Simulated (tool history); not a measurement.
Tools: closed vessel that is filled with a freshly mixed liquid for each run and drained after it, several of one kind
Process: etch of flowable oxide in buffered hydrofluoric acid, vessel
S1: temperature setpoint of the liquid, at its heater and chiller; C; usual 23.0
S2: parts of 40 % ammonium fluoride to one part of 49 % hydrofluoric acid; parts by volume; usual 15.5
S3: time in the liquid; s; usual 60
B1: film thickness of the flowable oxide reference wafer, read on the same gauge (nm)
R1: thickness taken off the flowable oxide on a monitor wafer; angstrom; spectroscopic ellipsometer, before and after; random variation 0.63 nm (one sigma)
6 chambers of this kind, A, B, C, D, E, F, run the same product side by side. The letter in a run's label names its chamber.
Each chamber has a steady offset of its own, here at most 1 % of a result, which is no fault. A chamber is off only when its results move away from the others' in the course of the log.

run	hour	S1	S2	S3	B1	R1
1C	7.9	23.0	15.5	60	90.018	1031.70
2B	21.6	23.0	15.5	60	90.033	1047.20
3A	29.8	23.0	15.5	60	90.007	1041.40
4D	36.1	23.0	15.5	60	89.979	1033.30
5E	42.1	23.0	15.5	60	89.990	1031.10
6F	50.8	23.0	15.5	60	89.983	1019.30
7C	59.4	23.0	15.5	60	89.972	1035.20
8F	66.1	23.0	15.5	60	90.014	1027.40
9D	76.2	23.0	15.5	60	90.001	1041.00
10E	88.1	23.0	17.5	60	89.995	908.60
11A	97.4	23.0	17.5	60	89.994	923.87
12B	110.5	23.0	17.5	60	89.995	915.94
# hour 112.5: chamber D: hydrofluoric acid flow meter replaced
13A	122.7	23.0	17.5	60	89.995	913.52
14F	132.3	23.0	17.5	60	90.000	901.26
15E	142.9	23.0	17.5	60	90.017	915.67
16B	153.9	23.0	15.5	60	89.996	1041.10
17C	160.8	23.0	15.5	60	90.011	1042.60
18D	172.4	23.0	15.5	60	89.989	1041.30
19E	179.3	27.0	15.5	60	89.996	1271.50
# hour 182.9: chamber C: hydrofluoric acid flow meter replaced
20B	191.9	27.0	15.5	60	90.006	1307.20
21D	200.9	27.0	15.5	60	90.015	1271.30
22A	207.4	27.0	15.5	60	89.997	1289.30
23F	216.7	27.0	15.5	60	90.022	1268.00
24C	228.8	27.0	15.5	60	90.020	1283.60
25E	236.7	21.0	15.5	85	89.983	1315.20
26F	242.9	21.0	15.5	85	90.007	1295.10
27D	249.6	21.0	15.5	85	90.000	1306.70
28B	259.0	21.0	15.5	85	90.012	1371.00
29A	265.8	21.0	15.5	85	90.003	1330.40
30C	272.3	21.0	15.5	85	89.998	1281.00
31B	279.2	23.0	15.5	60	90.022	1083.40
32F	286.3	23.0	15.5	60	90.006	1020.40
33D	293.4	25.5	12.5	60	90.009	1470.60
34C	301.8	25.5	12.5	60	89.999	1437.90
35E	308.6	25.5	12.5	60	89.996	1448.50
36A	316.1	25.5	12.5	60	90.005	1486.20
37F	322.8	25.5	12.5	60	90.013	1437.30
38B	332.3	25.5	12.5	60	90.000	1556.50
39D	338.4	23.0	15.5	60	89.972	1036.20
40E	351.6	23.0	12.5	85	90.002	1815.90
41C	364.6	23.0	12.5	85	90.006	1788.40
42A	370.7	23.0	12.5	85	90.009	1830.90
43B	377.1	23.0	12.5	85	90.000	1945.10
44C	385.2	23.0	12.5	85	89.985	1812.10

Next, every chamber runs the same settings. What will each give?
45A	395.2	23.0	15.5	60		?
45B	395.2	23.0	15.5	60		?
45C	395.2	23.0	15.5	60		?
45D	395.2	23.0	15.5	60		?
45E	395.2	23.0	15.5	60		?
45F	395.2	23.0	15.5	60		?

run	R1
45A	1036.90
45B	1112.70
45C	1034.40
45D	1030.90
45E	1030.70
45F	1028.10
